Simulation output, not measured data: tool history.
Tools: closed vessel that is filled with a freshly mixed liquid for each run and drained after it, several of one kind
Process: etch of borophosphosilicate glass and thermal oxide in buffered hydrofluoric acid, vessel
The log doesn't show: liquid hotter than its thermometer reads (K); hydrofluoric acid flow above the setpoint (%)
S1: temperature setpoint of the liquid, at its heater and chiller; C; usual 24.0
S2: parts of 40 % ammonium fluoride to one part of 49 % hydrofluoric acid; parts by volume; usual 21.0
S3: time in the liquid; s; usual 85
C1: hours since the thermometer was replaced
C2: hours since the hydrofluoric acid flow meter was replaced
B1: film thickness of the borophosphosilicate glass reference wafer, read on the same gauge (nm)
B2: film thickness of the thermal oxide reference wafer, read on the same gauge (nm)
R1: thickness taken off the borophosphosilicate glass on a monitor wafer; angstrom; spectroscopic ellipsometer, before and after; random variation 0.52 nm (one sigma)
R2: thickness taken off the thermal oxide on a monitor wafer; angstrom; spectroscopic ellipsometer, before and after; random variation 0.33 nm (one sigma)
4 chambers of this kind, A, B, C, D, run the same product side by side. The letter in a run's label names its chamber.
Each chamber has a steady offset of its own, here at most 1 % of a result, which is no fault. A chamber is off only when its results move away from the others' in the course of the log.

Run 1D, hour 6.2: usual settings; C1 1067.7; C2 581.4; B1 110.00; B2 120.02. Result: R1 539.98 angstrom, R2 485.31 angstrom.
Run 2C, hour 12.1: usual settings; C1 1112.0; C2 243.1; B1 109.98; B2 119.96. Result: R1 536.79 angstrom, R2 491.29 angstrom.
Run 3A, hour 21.6: usual settings; C1 754.8; C2 509.0; B1 109.99; B2 120.05. Result: R1 539.34 angstrom, R2 486.44 angstrom.
Run 4B, hour 28.3: usual settings; C1 394.8; C2 223.7; B1 110.01; B2 120.02. Result: R1 531.39 angstrom, R2 487.37 angstrom.
Run 5D, hour 37.1: usual settings; C1 1098.6; C2 612.3; B1 109.98; B2 120.02. Result: R1 537.14 angstrom, R2 479.60 angstrom.
Run 6A, hour 47.4: usual settings; C1 780.6; C2 534.8; B1 110.01; B2 120.01. Result: R1 538.55 angstrom, R2 492.52 angstrom.
Run 7C, hour 56.3: usual settings; C1 1156.2; C2 287.3; B1 109.98; B2 120.01. Result: R1 530.47 angstrom, R2 485.37 angstrom.
Run 8B, hour 66.8: usual settings; C1 433.3; C2 262.2; B1 110.00; B2 119.97. Result: R1 532.98 angstrom, R2 485.59 angstrom.
Run 9D, hour 76.0: usual settings; C1 1137.5; C2 651.2; B1 109.99; B2 120.00. Result: R1 538.34 angstrom, R2 488.23 angstrom.
Run 10B, hour 86.1: usual settings; C1 452.6; C2 281.5; B1 110.00; B2 120.02. Result: R1 529.26 angstrom, R2 482.80 angstrom.
Run 11C, hour 94.5: usual settings; C1 1194.4; C2 325.5; B1 110.00; B2 119.99. Result: R1 534.70 angstrom, R2 489.14 angstrom.
Run 12A, hour 104.0: usual settings but S2 13.5 parts by volume; C1 837.2; C2 591.4; B1 110.02; B2 120.08. Result: R1 827.53 angstrom, R2 742.40 angstrom.
Run 13C, hour 112.4: usual settings but S2 13.5 parts by volume; C1 1212.3; C2 343.4; B1 110.02; B2 120.01. Result: R1 814.24 angstrom, R2 746.66 angstrom.
Run 14D, hour 120.0: usual settings but S2 13.5 parts by volume; C1 1181.5; C2 695.2; B1 110.01; B2 120.01. Result: R1 827.94 angstrom, R2 736.95 angstrom.
Run 15B, hour 130.5: usual settings but S2 13.5 parts by volume; C1 497.0; C2 325.9; B1 110.00; B2 119.96. Result: R1 820.58 angstrom, R2 742.92 angstrom.
Run 16A, hour 137.6: usual settings; C1 870.8; C2 625.0; B1 110.01; B2 120.02. Result: R1 538.15 angstrom, R2 481.05 angstrom.
Run 17A, hour 146.7: usual settings but S1 25.5 C; C1 879.9; C2 634.1; B1 110.00; B2 120.01. Result: R1 591.56 angstrom, R2 521.20 angstrom.
Run 18D, hour 156.8: usual settings but S1 25.5 C; C1 1218.3; C2 732.0; B1 109.98; B2 120.05. Result: R1 578.25 angstrom, R2 527.39 angstrom.
Run 19C, hour 163.9: usual settings but S1 25.5 C; C1 1263.8; C2 394.9; B1 110.00; B2 120.02. Result: R1 582.41 angstrom, R2 526.36 angstrom.
Run 20B, hour 172.3: usual settings but S1 25.5 C; C1 538.8; C2 367.7; B1 110.00; B2 120.02. Result: R1 598.12 angstrom, R2 549.34 angstrom.
At hour 179.1: chamber D: hydrofluoric acid flow meter replaced.
Run 21C, hour 182.6: usual settings; C1 1282.5; C2 413.6; B1 110.01; B2 119.96. Result: R1 532.25 angstrom, R2 483.28 angstrom.
Run 22D, hour 189.4: usual settings; C1 1250.9; C2 10.3; B1 109.99; B2 120.00. Result: R1 530.41 angstrom, R2 482.15 angstrom.
Run 23B, hour 198.0: usual settings; C1 564.5; C2 393.4; B1 109.99; B2 119.98. Result: R1 566.85 angstrom, R2 508.93 angstrom.
Run 24A, hour 205.2: usual settings; C1 938.4; C2 692.6; B1 110.00; B2 120.00. Result: R1 537.66 angstrom, R2 494.20 angstrom.
Run 25B, hour 211.1: usual settings; C1 577.6; C2 406.5; B1 109.99; B2 119.99. Result: R1 568.25 angstrom, R2 511.11 angstrom.
At hour 216.1: chamber B: hydrofluoric acid flow meter replaced.
Run 26A, hour 223.0: usual settings; C1 956.2; C2 710.4; B1 110.01; B2 120.05. Result: R1 534.79 angstrom, R2 487.37 angstrom.
Run 27D, hour 232.9: usual settings; C1 1294.4; C2 53.8; B1 109.99; B2 119.99. Result: R1 530.07 angstrom, R2 482.44 angstrom.
At hour 239.5: chamber A: hydrofluoric acid flow meter replaced.
Run 28C, hour 243.7: usual settings; C1 1343.6; C2 474.7; B1 110.03; B2 120.01. Result: R1 525.71 angstrom, R2 491.23 angstrom.
Run 29D, hour 252.7: usual settings but S1 22.0 C, S2 18.0 parts by volume; C1 1314.2; C2 73.6; B1 109.97; B2 119.99. Result: R1 547.23 angstrom, R2 493.74 angstrom.
Run 30B, hour 264.4: usual settings but S1 22.0 C, S2 18.0 parts by volume; C1 630.9; C2 48.4; B1 109.99; B2 119.95. Result: R1 591.16 angstrom, R2 539.17 angstrom.
Run 31C, hour 273.2: usual settings but S1 22.0 C, S2 18.0 parts by volume; C1 1373.1; C2 504.2; B1 109.97; B2 119.97. Result: R1 551.27 angstrom, R2 496.19 angstrom.
Run 32A, hour 284.4: usual settings but S1 22.0 C, S2 18.0 parts by volume; C1 1017.6; C2 45.0; B1 109.98; B2 119.97. Result: R1 558.41 angstrom, R2 502.19 angstrom.
Run 33A, hour 294.2: usual settings; C1 1027.4; C2 54.8; B1 110.00; B2 120.01. Result: R1 538.08 angstrom, R2 487.32 angstrom.
Run 34B, hour 301.2: usual settings but S1 27.5 C; C1 667.7; C2 85.2; B1 109.99; B2 120.05. Result: R1 717.31 angstrom, R2 650.83 angstrom.
Run 35C, hour 313.1: usual settings but S1 27.5 C; C1 1413.0; C2 544.1; B1 110.01; B2 120.02. Result: R1 643.22 angstrom, R2 593.17 angstrom.

Is one chamber off against the others, does the gauge drift, or is nothing wrong? If a chamber is off, say which, and what the likeliest cause is.

Chamber B drifts away from the others.
Cause: liquid hotter than its thermometer reads (K) = 2.1.

Here are 4 candidates for chamber B's next run, each the usual settings with a change, their results left as question marks. Which one brings its results back in line with what the others give on the usual settings?
In line means no further than this from the other chambers' mean on the usual settings: R1 18.00 angstrom; R2 12.00 angstrom
Run 36B-1, hour 321.7: usual settings but S1 22.5 C, S2 19.0 parts by volume, S3 95 s. Result: R1 ?, R2 ?.
Run 36B-2, hour 321.7: usual settings but S1 26.0 C, S2 24.0 parts by volume, S3 75 s. Result: R1 ?, R2 ?.
Run 36B-3, hour 321.7: usual settings but S1 24.5 C, S2 22.0 parts by volume, S3 80 s. Result: R1 ?, R2 ?.
Run 36B-4, hour 321.7: usual settings but S1 23.5 C, S2 20.0 parts by volume, S3 90 s. Result: R1 ?, R2 ?.

The other chambers' mean on the usual settings: R1 533.22 angstrom; R2 484.24 angstrom
  run      R1      R2
36B-1  668.64  608.72
36B-2  534.41  487.64
36B-3  558.25  508.94
36B-4  635.63  579.05
36B-2 brings the chamber back in line.
